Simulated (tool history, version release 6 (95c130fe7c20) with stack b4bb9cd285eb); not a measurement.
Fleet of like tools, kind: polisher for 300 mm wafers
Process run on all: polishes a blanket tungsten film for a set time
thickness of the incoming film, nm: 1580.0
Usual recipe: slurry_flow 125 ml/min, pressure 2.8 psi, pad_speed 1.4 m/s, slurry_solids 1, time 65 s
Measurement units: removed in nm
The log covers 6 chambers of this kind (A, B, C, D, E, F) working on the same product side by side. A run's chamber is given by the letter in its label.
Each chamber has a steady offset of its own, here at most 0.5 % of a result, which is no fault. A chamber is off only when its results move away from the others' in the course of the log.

| run | hour | slurry_flow | pressure | pad_speed | slurry_solids | time | removed |
|---|---|---|---|---|---|---|---|
|  | 2 | chamber C: worn pad replaced by a new one |
| 1F | 3.8 | 125 | 2.8 | 1.4 | 1 | 65 | 304.7 |
| 2B | 7.6 | 125 | 2.8 | 1.4 | 1 | 65 | 305.26 |
| 3A | 10 | 125 | 2.8 | 1.4 | 1 | 65 | 305 |
|  | 11 | chamber E: slurry tank refilled with fresh slurry and peroxide |
| 4D | 12.4 | 125 | 2.8 | 1.4 | 1 | 65 | 306.26 |
|  | 13.2 | chamber B: worn pad replaced by a new one |
|  | 15.5 | chamber C: slurry tank refilled with fresh slurry and peroxide |
| 5C | 16.1 | 125 | 2.8 | 1.4 | 1 | 65 | 307.34 |
| 6E | 19 | 125 | 2.8 | 1.4 | 1 | 65 | 305.04 |
| 7D | 21.9 | 125 | 2.8 | 1.4 | 1 | 65 | 308.87 |
|  | 23.5 | chamber B: slurry nozzle cleaned |
| 8C | 25.3 | 125 | 2.8 | 1.4 | 1 | 65 | 308.26 |
| 9B | 29.4 | 125 | 2.8 | 1.4 | 1 | 65 | 303.21 |
|  | 30.7 | chamber F: worn pad replaced by a new one |
| 10F | 32.2 | 125 | 2.8 | 1.4 | 1 | 65 | 306.73 |
|  | 35.6 | chamber E: worn pad replaced by a new one |
| 11A | 35.6 | 125 | 2.8 | 1.4 | 1 | 65 | 312.33 |
|  | 37.7 | chamber D: worn pad replaced by a new one |
| 12E | 37.8 | 125 | 2.8 | 1.4 | 1 | 65 | 307.49 |
| 13A | 41.6 | 125 | 2.8 | 1.4 | 1 | 65 | 305.42 |
| 14E | 44.7 | 125 | 2.8 | 1.4 | 1 | 65 | 311.44 |
|  | 45.4 | chamber A: head pressure recalibrated |
| 15D | 46.6 | 125 | 2.8 | 1.4 | 1 | 65 | 307.85 |
| 16C | 48.8 | 125 | 2.8 | 1.4 | 1 | 65 | 306.55 |
|  | 50.9 | chamber D: slurry blender recalibrated |
| 17B | 51.2 | 125 | 2.8 | 1.4 | 1 | 65 | 308.11 |
|  | 52.7 | chamber F: slurry tank refilled with fresh slurry and peroxide |
| 18F | 53.4 | 125 | 2.8 | 1.4 | 1 | 65 | 308.03 |
| 19A | 56 | 125 | 2.8 | 1.4 | 1 | 65 | 290.72 |
|  | 60.2 | chamber A: worn pad replaced by a new one |
| 20F | 60.4 | 125 | 2.8 | 1.4 | 1 | 65 | 307.68 |
| 21D | 62.9 | 125 | 2.8 | 1.4 | 1 | 65 | 307.75 |
| 22E | 65.8 | 125 | 2.8 | 1.4 | 1 | 65 | 308.61 |
| 23C | 68.3 | 125 | 2.8 | 1.4 | 1 | 65 | 308.32 |
|  | 69 | chamber B: slurry blender recalibrated |
|  | 71.4 | chamber B: worn pad replaced by a new one |
|  | 72.2 | chamber E: slurry tank refilled with fresh slurry and peroxide |
| 24B | 72.7 | 125 | 2.8 | 1.4 | 1 | 65 | 304.7 |
| 25C | 75.9 | 125 | 2.8 | 1.4 | 1 | 65 | 307.43 |
| 26B | 78.4 | 125 | 2.8 | 1.4 | 1 | 65 | 304.55 |
|  | 79.5 | chamber B: slurry tank refilled with fresh slurry and peroxide |
| 27A | 81.6 | 125 | 2.8 | 1.4 | 1 | 65 | 292.81 |
| 28D | 83.8 | 125 | 2.8 | 1.4 | 1 | 65 | 304.23 |
| 29F | 86.8 | 125 | 2.8 | 1.4 | 1 | 65 | 306.03 |
| 30E | 91.3 | 125 | 2.8 | 1.4 | 1 | 65 | 308.54 |
|  | 91.6 | chamber D: worn pad replaced by a new one |
| 31C | 94.4 | 125 | 2.8 | 1.4 | 1 | 65 | 311.12 |
| 32D | 98.2 | 125 | 2.8 | 1.4 | 1 | 65 | 303.87 |
| 33B | 102.1 | 125 | 2.8 | 1.4 | 1 | 77 | 367.04 |
|  | 105.3 | chamber E: worn pad replaced by a new one |
| 34E | 106.4 | 125 | 2.8 | 1.4 | 1 | 77 | 367.37 |
| 35F | 109.3 | 125 | 2.8 | 1.4 | 1 | 77 | 360.37 |
|  | 111 | chamber A: slurry tank refilled with fresh slurry and peroxide |
| 36A | 111.3 | 125 | 2.8 | 1.4 | 1 | 77 | 343.49 |

Has any chamber moved away from the others, gradually or after a service, or does the common gauge drift, or do the chambers differ only by their own small steady offsets? State the chamber and the most likely cause if one applies.

The work done on chamber A during a service left it standing apart from the others.
Cause: head's pressure below its setpoint, % = 5.62.

Which of the 4 candidates below, each the usual settings with something changed and its results left as question marks, puts chamber A back in line with what the other chambers give on the usual settings?
To be in line, a result may differ from the other chambers' mean on the usual settings by at most: removed 6.7 nm
| 37A-1 | 114.5 | 125 | 2.8 | 1.36 | 1 | 63 | ? |
| 37A-2 | 114.5 | 125 | 2.8 | 1.38 | 1 | 65 | ? |
| 37A-3 | 114.5 | 125 | 2.8 | 1.42 | 1 | 65 | ? |
| 37A-4 | 114.5 | 125 | 2.9 | 1.42 | 1 | 65 | ? |

Other chambers, usual settings, mean: removed 306.56 nm
| run | removed |
|---|---|
| 37A-1 | 273.72 |
| 37A-2 | 286.55 |
| 37A-3 | 294.82 |
| 37A-4 | 305.4 |
37A-4 puts the chamber back in line with the other chambers.

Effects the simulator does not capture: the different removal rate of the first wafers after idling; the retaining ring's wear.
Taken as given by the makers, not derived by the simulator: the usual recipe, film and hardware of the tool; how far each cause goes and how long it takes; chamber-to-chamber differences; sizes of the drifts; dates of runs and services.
